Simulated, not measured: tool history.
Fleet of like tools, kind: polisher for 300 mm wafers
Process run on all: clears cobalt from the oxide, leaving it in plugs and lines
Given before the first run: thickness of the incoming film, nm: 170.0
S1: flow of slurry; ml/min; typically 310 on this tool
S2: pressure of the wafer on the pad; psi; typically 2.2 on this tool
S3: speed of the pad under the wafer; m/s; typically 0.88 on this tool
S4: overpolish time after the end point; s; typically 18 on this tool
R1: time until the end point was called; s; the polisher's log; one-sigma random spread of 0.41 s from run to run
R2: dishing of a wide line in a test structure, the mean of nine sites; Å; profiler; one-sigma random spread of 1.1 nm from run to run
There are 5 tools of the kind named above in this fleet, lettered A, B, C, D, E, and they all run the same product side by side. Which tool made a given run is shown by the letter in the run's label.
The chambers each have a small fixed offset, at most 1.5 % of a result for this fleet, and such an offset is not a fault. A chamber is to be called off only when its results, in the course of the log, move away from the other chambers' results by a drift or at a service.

| run | hour | S1 | S2 | S3 | S4 | R1 | R2 |
|---|---|---|---|---|---|---|---|
| 1A | 8.6 | 310 | 2.2 | 0.88 | 18 | 33.905 | 481.38 |
| 2B | 16.7 | 310 | 2.2 | 0.88 | 18 | 33.802 | 511.69 |
| 3E | 23.1 | 310 | 2.2 | 0.88 | 18 | 33.309 | 494.13 |
| 4D | 27.9 | 310 | 2.2 | 0.88 | 18 | 33.801 | 484.23 |
| 5C | 35.1 | 310 | 2.2 | 0.88 | 18 | 34.721 | 490.24 |
|  | 38.9 | chamber B: worn pad replaced by a new one |
|  | 39.7 | chamber D: worn pad replaced by a new one |
| 6D | 43.8 | 310 | 2.2 | 0.88 | 18 | 34.261 | 483.79 |
|  | 45.8 | chamber E: worn pad replaced by a new one |
|  | 52.3 | chamber A: worn pad replaced by a new one |
| 7A | 52.7 | 310 | 2.2 | 0.88 | 18 | 33.528 | 503.59 |
|  | 53.2 | chamber C: worn pad replaced by a new one |
| 8E | 62.1 | 310 | 2.2 | 0.88 | 18 | 34.397 | 491.66 |
| 9C | 67 | 310 | 2.2 | 0.88 | 18 | 33.83 | 499.97 |
| 10B | 74.3 | 235 | 2.7 | 0.88 | 18 | 28.909 | 534.43 |
| 11A | 79.3 | 235 | 2.7 | 0.88 | 18 | 27.71 | 538.13 |
|  | 85 | chamber D: head pressure recalibrated |
| 12E | 85.2 | 235 | 2.7 | 0.88 | 18 | 28.714 | 521.39 |
|  | 88.5 | chamber B: slurry nozzle cleaned |
|  | 92.7 | chamber A: head pressure recalibrated |
| 13B | 93 | 235 | 2.7 | 0.88 | 18 | 28.714 | 548.4 |
|  | 94.1 | chamber B: worn pad replaced by a new one |
| 14C | 98.1 | 235 | 2.7 | 0.88 | 18 | 28.695 | 543.83 |
| 15D | 107.4 | 310 | 2.2 | 0.88 | 18 | 33.829 | 489.22 |
|  | 110.8 | chamber A: worn pad replaced by a new one |
| 16D | 115.4 | 310 | 2.2 | 0.88 | 18 | 34.781 | 481.92 |
|  | 115.9 | chamber E: worn pad replaced by a new one |
|  | 118.5 | chamber D: worn pad replaced by a new one |
| 17C | 122.7 | 310 | 2.2 | 0.88 | 18 | 35.263 | 500.27 |
|  | 124.2 | chamber E: slurry nozzle cleaned |
| 18B | 131.5 | 310 | 2.2 | 0.88 | 18 | 34.3 | 489.05 |
| 19E | 140.7 | 310 | 2.2 | 0.88 | 18 | 33.438 | 503.9 |
|  | 142.6 | chamber C: worn pad replaced by a new one |
|  | 143.1 | chamber B: worn pad replaced by a new one |
| 20A | 145 | 310 | 2.2 | 0.88 | 18 | 33.146 | 500.33 |
| 21C | 153.9 | 310 | 2.2 | 0.88 | 18 | 34.722 | 475.79 |
| 22D | 159.5 | 310 | 2.2 | 0.88 | 18 | 33.796 | 474.14 |
| 23E | 168.7 | 310 | 2.2 | 0.88 | 18 | 34.686 | 480.76 |
| 24B | 177.6 | 310 | 2.2 | 0.88 | 8 | 34.218 | 296.13 |
| 25A | 182.2 | 310 | 2.2 | 0.88 | 8 | 34.177 | 304.59 |
|  | 183 | chamber A: worn pad replaced by a new one |
| 26A | 188.7 | 310 | 2.2 | 0.88 | 8 | 33.863 | 296.23 |
|  | 191.7 | chamber E: worn pad replaced by a new one |
|  | 195.5 | chamber B: worn pad replaced by a new one |
| 27C | 195.9 | 310 | 2.2 | 0.88 | 8 | 35.555 | 289.36 |
| 28E | 200.7 | 310 | 2.2 | 0.88 | 8 | 34.383 | 287.12 |
| 29B | 209.3 | 310 | 2.2 | 0.88 | 18 | 34.11 | 498.21 |
| 30D | 213.8 | 310 | 2.2 | 0.88 | 18 | 34.297 | 505.9 |
|  | 217.9 | chamber D: worn pad replaced by a new one |
| 31D | 218.5 | 310 | 2.2 | 0.88 | 18 | 33.797 | 499.32 |
| 32C | 224.3 | 310 | 2.2 | 0.88 | 18 | 36.567 | 472.93 |
|  | 228.5 | chamber C: worn pad replaced by a new one |
| 33B | 230.1 | 310 | 2.2 | 0.88 | 18 | 34.417 | 525.02 |
| 34A | 234.5 | 310 | 2.2 | 0.88 | 18 | 33.851 | 478.83 |
| 35E | 242.9 | 310 | 2.2 | 0.88 | 18 | 34.261 | 506.65 |
| 36B | 247.3 | 310 | 2.2 | 0.88 | 18 | 33.658 | 493.06 |
|  | 250.6 | chamber A: worn pad replaced by a new one |
| 37C | 255.7 | 310 | 2.5 | 0.88 | 18 | 32.479 | 520.41 |
|  | 261.5 | chamber E: worn pad replaced by a new one |
| 38E | 265.2 | 310 | 2.5 | 0.88 | 18 | 30.308 | 530.62 |
| 39D | 271.1 | 310 | 2.5 | 0.88 | 18 | 29.73 | 519.42 |
| 40A | 277 | 310 | 2.5 | 0.88 | 18 | 29.536 | 534.26 |

All chambers now run identical settings, listed one chamber a line with results as question marks. What results will each chamber show?
| 41A | 283.9 | 310 | 1.5 | 0.88 | 18 | ? | ? |
| 41B | 283.9 | 310 | 1.5 | 0.88 | 18 | ? | ? |
| 41C | 283.9 | 310 | 1.5 | 0.88 | 18 | ? | ? |
| 41D | 283.9 | 310 | 1.5 | 0.88 | 18 | ? | ? |
| 41E | 283.9 | 310 | 1.5 | 0.88 | 18 | ? | ? |

| run | R1 | R2 |
|---|---|---|
| 41A | 49.708 | 419.41 |
| 41B | 49.167 | 409.08 |
| 41C | 54.655 | 379 |
| 41D | 50.45 | 403.88 |
| 41E | 50.91 | 404.82 |

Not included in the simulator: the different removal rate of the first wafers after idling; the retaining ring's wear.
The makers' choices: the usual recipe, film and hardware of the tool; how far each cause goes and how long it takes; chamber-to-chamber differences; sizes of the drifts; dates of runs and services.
